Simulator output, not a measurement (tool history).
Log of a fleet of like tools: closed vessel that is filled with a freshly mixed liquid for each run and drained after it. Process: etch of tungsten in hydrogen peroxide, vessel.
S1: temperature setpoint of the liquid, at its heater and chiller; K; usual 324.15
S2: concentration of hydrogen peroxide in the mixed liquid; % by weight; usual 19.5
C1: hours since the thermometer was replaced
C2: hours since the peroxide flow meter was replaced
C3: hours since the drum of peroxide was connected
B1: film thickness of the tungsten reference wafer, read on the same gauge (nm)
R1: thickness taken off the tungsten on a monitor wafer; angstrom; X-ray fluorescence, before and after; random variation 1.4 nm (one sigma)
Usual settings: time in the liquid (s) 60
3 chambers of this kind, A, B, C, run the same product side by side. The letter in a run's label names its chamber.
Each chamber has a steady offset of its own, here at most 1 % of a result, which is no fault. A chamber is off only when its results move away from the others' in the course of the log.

run 1C hour=5.1 | S1=324.15 S2=19.5 time_in_the_liquid_(s)=60 | C1=308.6 C2=2328.5 C3=828.3 | B1=59.998 | R1=1461.80
run 2B hour=9.7 | S1=324.15 S2=19.5 time_in_the_liquid_(s)=60 | C1=2274.2 C2=429.2 C3=233.8 | B1=59.995 | R1=1440.40
run 3A hour=14.0 | S1=324.15 S2=19.5 time_in_the_liquid_(s)=60 | C1=379.9 C2=593.3 C3=113.5 | B1=60.009 | R1=1472.20
run 4C hour=20.4 | S1=324.15 S2=19.5 time_in_the_liquid_(s)=60 | C1=323.9 C2=2343.8 C3=843.6 | B1=59.954 | R1=1469.90
run 5A hour=26.6 | S1=324.15 S2=19.5 time_in_the_liquid_(s)=60 | C1=392.5 C2=605.9 C3=126.1 | B1=59.989 | R1=1486.50
run 6B hour=30.7 | S1=324.15 S2=19.5 time_in_the_liquid_(s)=60 | C1=2295.2 C2=450.2 C3=254.8 | B1=59.975 | R1=1442.70
run 7A hour=37.4 | S1=324.15 S2=19.5 time_in_the_liquid_(s)=60 | C1=403.3 C2=616.7 C3=136.9 | B1=59.977 | R1=1493.70
-- hour=39.0 chamber C: new drum of peroxide connected
run 8C hour=44.3 | S1=324.15 S2=19.5 time_in_the_liquid_(s)=60 | C1=347.8 C2=2367.7 C3=5.3 | B1=60.037 | R1=1464.30
run 9B hour=50.4 | S1=324.15 S2=19.5 time_in_the_liquid_(s)=60 | C1=2314.9 C2=469.9 C3=274.5 | B1=60.016 | R1=1444.30
run 10B hour=54.5 | S1=324.15 S2=19.5 time_in_the_liquid_(s)=60 | C1=2319.0 C2=474.0 C3=278.6 | B1=59.992 | R1=1429.80
run 11C hour=60.9 | S1=324.15 S2=19.5 time_in_the_liquid_(s)=60 | C1=364.4 C2=2384.3 C3=21.9 | B1=59.954 | R1=1453.20
run 12A hour=65.0 | S1=324.15 S2=19.5 time_in_the_liquid_(s)=60 | C1=430.9 C2=644.3 C3=164.5 | B1=59.950 | R1=1483.20
run 13B hour=71.5 | S1=324.15 S2=19.5 time_in_the_liquid_(s)=60 | C1=2336.0 C2=491.0 C3=295.6 | B1=59.983 | R1=1447.80
run 14A hour=78.9 | S1=324.15 S2=19.5 time_in_the_liquid_(s)=60 | C1=444.8 C2=658.2 C3=178.4 | B1=59.983 | R1=1493.90
-- hour=85.8 chamber B: new drum of peroxide connected
run 15C hour=86.0 | S1=324.15 S2=19.5 time_in_the_liquid_(s)=60 | C1=389.5 C2=2409.4 C3=47.0 | B1=60.021 | R1=1468.60
run 16A hour=91.5 | S1=324.15 S2=19.5 time_in_the_liquid_(s)=30 | C1=457.4 C2=670.8 C3=191.0 | B1=60.016 | R1=764.10
run 17B hour=95.1 | S1=324.15 S2=19.5 time_in_the_liquid_(s)=30 | C1=2359.6 C2=514.6 C3=9.3 | B1=60.020 | R1=728.43
run 18C hour=100.8 | S1=324.15 S2=19.5 time_in_the_liquid_(s)=30 | C1=404.3 C2=2424.2 C3=61.8 | B1=59.989 | R1=740.26
run 19B hour=105.6 | S1=324.15 S2=25.0 time_in_the_liquid_(s)=35 | C1=2370.1 C2=525.1 C3=19.8 | B1=60.015 | R1=960.63
run 20A hour=111.7 | S1=324.15 S2=25.0 time_in_the_liquid_(s)=35 | C1=477.6 C2=691.0 C3=211.2 | B1=59.982 | R1=1002.70
run 21C hour=119.2 | S1=324.15 S2=25.0 time_in_the_liquid_(s)=35 | C1=422.7 C2=2442.6 C3=80.2 | B1=60.004 | R1=982.55
run 22B hour=126.0 | S1=324.15 S2=19.5 time_in_the_liquid_(s)=60 | C1=2390.5 C2=545.5 C3=40.2 | B1=59.993 | R1=1484.10
run 23C hour=133.8 | S1=324.15 S2=19.5 time_in_the_liquid_(s)=60 | C1=437.3 C2=2457.2 C3=94.8 | B1=60.011 | R1=1464.30
run 24A hour=139.9 | S1=324.15 S2=19.5 time_in_the_liquid_(s)=60 | C1=505.8 C2=719.2 C3=239.4 | B1=59.956 | R1=1525.50
run 25A hour=143.9 | S1=324.15 S2=19.5 time_in_the_liquid_(s)=60 | C1=509.8 C2=723.2 C3=243.4 | B1=60.043 | R1=1530.60
run 26B hour=147.4 | S1=324.15 S2=19.5 time_in_the_liquid_(s)=60 | C1=2411.9 C2=566.9 C3=61.6 | B1=60.011 | R1=1480.10
-- hour=154.1 chamber A: thermometer replaced
run 27C hour=154.4 | S1=324.15 S2=19.5 time_in_the_liquid_(s)=60 | C1=457.9 C2=2477.8 C3=115.4 | B1=59.980 | R1=1444.00
run 28A hour=161.5 | S1=324.15 S2=19.5 time_in_the_liquid_(s)=70 | C1=7.4 C2=740.8 C3=261.0 | B1=60.013 | R1=1782.40
run 29C hour=167.7 | S1=324.15 S2=19.5 time_in_the_liquid_(s)=70 | C1=471.2 C2=2491.1 C3=128.7 | B1=60.000 | R1=1718.60
run 30B hour=174.3 | S1=324.15 S2=19.5 time_in_the_liquid_(s)=70 | C1=2438.8 C2=593.8 C3=88.5 | B1=59.975 | R1=1713.00
run 31A hour=179.8 | S1=324.15 S2=19.5 time_in_the_liquid_(s)=60 | C1=25.7 C2=759.1 C3=279.3 | B1=60.061 | R1=1540.20
run 32B hour=185.6 | S1=324.15 S2=19.5 time_in_the_liquid_(s)=60 | C1=2450.1 C2=605.1 C3=99.8 | B1=60.022 | R1=1475.30
-- hour=189.1 chamber C: peroxide flow meter replaced
run 33C hour=189.4 | S1=324.15 S2=19.5 time_in_the_liquid_(s)=60 | C1=492.9 C2=0.3 C3=150.4 | B1=59.995 | R1=1478.30
run 34A hour=194.5 | S1=324.15 S2=19.5 time_in_the_liquid_(s)=60 | C1=40.4 C2=773.8 C3=294.0 | B1=60.019 | R1=1529.00
run 35C hour=198.2 | S1=324.15 S2=19.5 time_in_the_liquid_(s)=60 | C1=501.7 C2=9.1 C3=159.2 | B1=60.037 | R1=1442.80
run 36B hour=202.9 | S1=324.15 S2=23.0 time_in_the_liquid_(s)=30 | C1=2467.4 C2=622.4 C3=117.1 | B1=59.989 | R1=784.55
run 37C hour=206.8 | S1=324.15 S2=23.0 time_in_the_liquid_(s)=30 | C1=510.3 C2=17.7 C3=167.8 | B1=60.021 | R1=787.12
run 38B hour=212.5 | S1=324.15 S2=23.0 time_in_the_liquid_(s)=30 | C1=2477.0 C2=632.0 C3=126.7 | B1=60.010 | R1=785.87
run 39A hour=216.2 | S1=324.15 S2=19.5 time_in_the_liquid_(s)=60 | C1=62.1 C2=795.5 C3=315.7 | B1=60.023 | R1=1514.70
run 40B hour=222.0 | S1=324.15 S2=19.5 time_in_the_liquid_(s)=60 | C1=2486.5 C2=641.5 C3=136.2 | B1=60.002 | R1=1480.10

What goes on in this fleet: one chamber off, a drifting gauge, or nothing beyond the chambers' own small offsets? Name the chamber and the cause, if any.

Chamber A drifts away from the others.
Cause: peroxide flow above the setpoint (%) = 11.1.

Here are 4 candidates for chamber A's next run, each the usual settings with a change, their results left as question marks. Which one brings its results back in line with what the others give on the usual settings?
In line means no further than this from the other chambers' mean on the usual settings: R1 49.00 angstrom
run 41A-1 hour=227.6 | S1=323.15 S2=19.5 time_in_the_liquid_(s)=60 | R1=?
run 41A-2 hour=227.6 | S1=322.15 S2=19.5 time_in_the_liquid_(s)=60 | R1=?
run 41A-3 hour=227.6 | S1=325.15 S2=19.5 time_in_the_liquid_(s)=60 | R1=?
run 41A-4 hour=227.6 | S1=324.15 S2=25.0 time_in_the_liquid_(s)=60 | R1=?

The other chambers' mean on the usual settings: R1 1461.20 angstrom
run=41A-1 R1=1468.10
run=41A-2 R1=1381.60
run=41A-3 R1=1654.70
run=41A-4 R1=1766.50
41A-1 brings the chamber back in line.
